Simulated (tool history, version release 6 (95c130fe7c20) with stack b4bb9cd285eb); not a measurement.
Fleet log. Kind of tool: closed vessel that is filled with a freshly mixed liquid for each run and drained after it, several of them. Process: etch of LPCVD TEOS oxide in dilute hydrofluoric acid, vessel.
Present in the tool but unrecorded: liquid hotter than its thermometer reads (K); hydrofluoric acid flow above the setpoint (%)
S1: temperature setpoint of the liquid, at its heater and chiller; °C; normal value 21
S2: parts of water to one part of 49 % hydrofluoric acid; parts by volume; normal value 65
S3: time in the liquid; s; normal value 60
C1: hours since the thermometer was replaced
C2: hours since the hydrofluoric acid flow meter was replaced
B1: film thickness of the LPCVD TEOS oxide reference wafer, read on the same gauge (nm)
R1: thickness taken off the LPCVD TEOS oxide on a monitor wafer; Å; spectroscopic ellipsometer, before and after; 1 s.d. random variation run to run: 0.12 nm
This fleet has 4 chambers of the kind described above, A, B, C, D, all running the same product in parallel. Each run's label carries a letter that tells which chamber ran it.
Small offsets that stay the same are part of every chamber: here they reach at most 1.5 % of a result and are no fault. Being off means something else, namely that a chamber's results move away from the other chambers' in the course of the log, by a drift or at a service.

| run | day | S1 | S2 | S3 | C1 | C2 | B1 | R1 |
|---|---|---|---|---|---|---|---|---|
|  | 0.038 | chamber B: thermometer replaced |
| 1D | 0.304 | 21 | 65 | 60 | 246.1 | 998.5 | 100 | 143.06 |
| 2C | 0.638 | 21 | 65 | 60 | 1377.1 | 1854.3 | 100.01 | 145.9 |
| 3A | 0.788 | 21 | 65 | 60 | 63.7 | 634.4 | 100.01 | 143.04 |
| 4B | 1.112 | 21 | 65 | 60 | 25.9 | 60.9 | 99.981 | 140.35 |
| 5D | 1.329 | 21 | 65 | 60 | 270.7 | 1023.1 | 99.999 | 146.69 |
| 6C | 1.562 | 21 | 65 | 60 | 1399.3 | 1876.5 | 99.972 | 143.24 |
| 7B | 1.825 | 21 | 65 | 60 | 43 | 78 | 99.994 | 141.68 |
| 8A | 2.067 | 21 | 65 | 60 | 94.4 | 665.1 | 99.981 | 142.45 |
| 9A | 2.4 | 21 | 65 | 60 | 102.4 | 673.1 | 100 | 144.32 |
| 10C | 2.738 | 21 | 65 | 60 | 1427.5 | 1904.7 | 100 | 147.36 |
| 11D | 2.971 | 21 | 65 | 60 | 310.1 | 1062.5 | 100 | 143 |
| 12B | 3.283 | 21 | 65 | 60 | 78 | 113 | 100.02 | 142.87 |
| 13D | 3.583 | 21 | 65 | 60 | 324.8 | 1077.2 | 100.02 | 146.38 |
| 14C | 3.854 | 25.5 | 65 | 60 | 1454.3 | 1931.5 | 99.998 | 173.43 |
| 15A | 4.008 | 25.5 | 65 | 60 | 141 | 711.7 | 100.01 | 172.91 |
| 16B | 4.354 | 25.5 | 65 | 60 | 103.7 | 138.7 | 99.997 | 169.73 |
| 17C | 4.55 | 25.5 | 65 | 60 | 1471 | 1948.2 | 100 | 174.13 |
| 18B | 4.771 | 21 | 65 | 60 | 113.7 | 148.7 | 99.992 | 142.9 |
| 19A | 4.921 | 21 | 65 | 60 | 162.9 | 733.6 | 100.01 | 143.33 |
| 20D | 5.129 | 21 | 65 | 60 | 361.9 | 1114.3 | 99.986 | 148.8 |
| 21D | 5.358 | 21 | 65 | 60 | 367.4 | 1119.8 | 99.975 | 148.97 |
| 22C | 5.7 | 21 | 65 | 60 | 1498.6 | 1975.8 | 100.02 | 143.94 |
| 23A | 5.858 | 21 | 65 | 60 | 185.4 | 756.1 | 99.984 | 144.32 |
| 24B | 6.133 | 21 | 65 | 60 | 146.4 | 181.4 | 100.01 | 141.12 |
| 25A | 6.417 | 21 | 65 | 60 | 198.8 | 769.5 | 99.991 | 141.56 |
| 26D | 6.662 | 21 | 65 | 60 | 398.7 | 1151.1 | 100 | 151.05 |
|  | 6.946 | chamber C: hydrofluoric acid flow meter replaced |
| 27B | 6.992 | 21 | 65 | 60 | 167 | 202 | 100.01 | 141.16 |
| 28C | 7.204 | 21 | 65 | 60 | 1534.7 | 6.3 | 99.994 | 143.1 |
| 29D | 7.396 | 21 | 65 | 60 | 416.3 | 1168.7 | 99.992 | 153.35 |
| 30B | 7.704 | 21 | 65 | 60 | 184.1 | 219.1 | 99.991 | 142.78 |
| 31A | 7.883 | 21 | 65 | 60 | 234 | 804.7 | 99.982 | 144.81 |
| 32C | 8.117 | 21 | 65 | 60 | 1556.6 | 28.2 | 100.01 | 146.91 |
| 33A | 8.421 | 21 | 65 | 60 | 246.9 | 817.6 | 100.02 | 145.21 |
| 34B | 8.75 | 21 | 65 | 60 | 209.2 | 244.2 | 100 | 142.72 |

Has any chamber moved away from the others, gradually or after a service, or does the common gauge drift, or do the chambers differ only by their own small steady offsets? State the chamber and the most likely cause if one applies.

Chamber D drifts away from the others.
What lies behind it: liquid hotter than its thermometer reads (K) = 1.76.
It could be hard to tell apart here from: hydrofluoric acid flow above the setpoint (%).

Here are 4 candidates for chamber D's next run, each the usual settings with a change, their results left as question marks. Which one brings its results back in line with what the others give on the usual settings?
Maximum distance from the other chambers' mean on the usual settings for a result to count as in line: R1 4.1 Å
| 35D-1 | 8.996 | 19 | 65 | 60 |  |  |  | ? |
| 35D-2 | 8.996 | 21 | 65 | 50 |  |  |  | ? |
| 35D-3 | 8.996 | 21 | 55 | 60 |  |  |  | ? |
| 35D-4 | 8.996 | 21 | 65 | 65 |  |  |  | ? |

Usual-settings mean across the other chambers: R1 143.62 Å
| run | R1 |
|---|---|
| 35D-1 | 143.61 |
| 35D-2 | 129.96 |
| 35D-3 | 186.48 |
| 35D-4 | 168.95 |
35D-1 brings the chamber back in line.

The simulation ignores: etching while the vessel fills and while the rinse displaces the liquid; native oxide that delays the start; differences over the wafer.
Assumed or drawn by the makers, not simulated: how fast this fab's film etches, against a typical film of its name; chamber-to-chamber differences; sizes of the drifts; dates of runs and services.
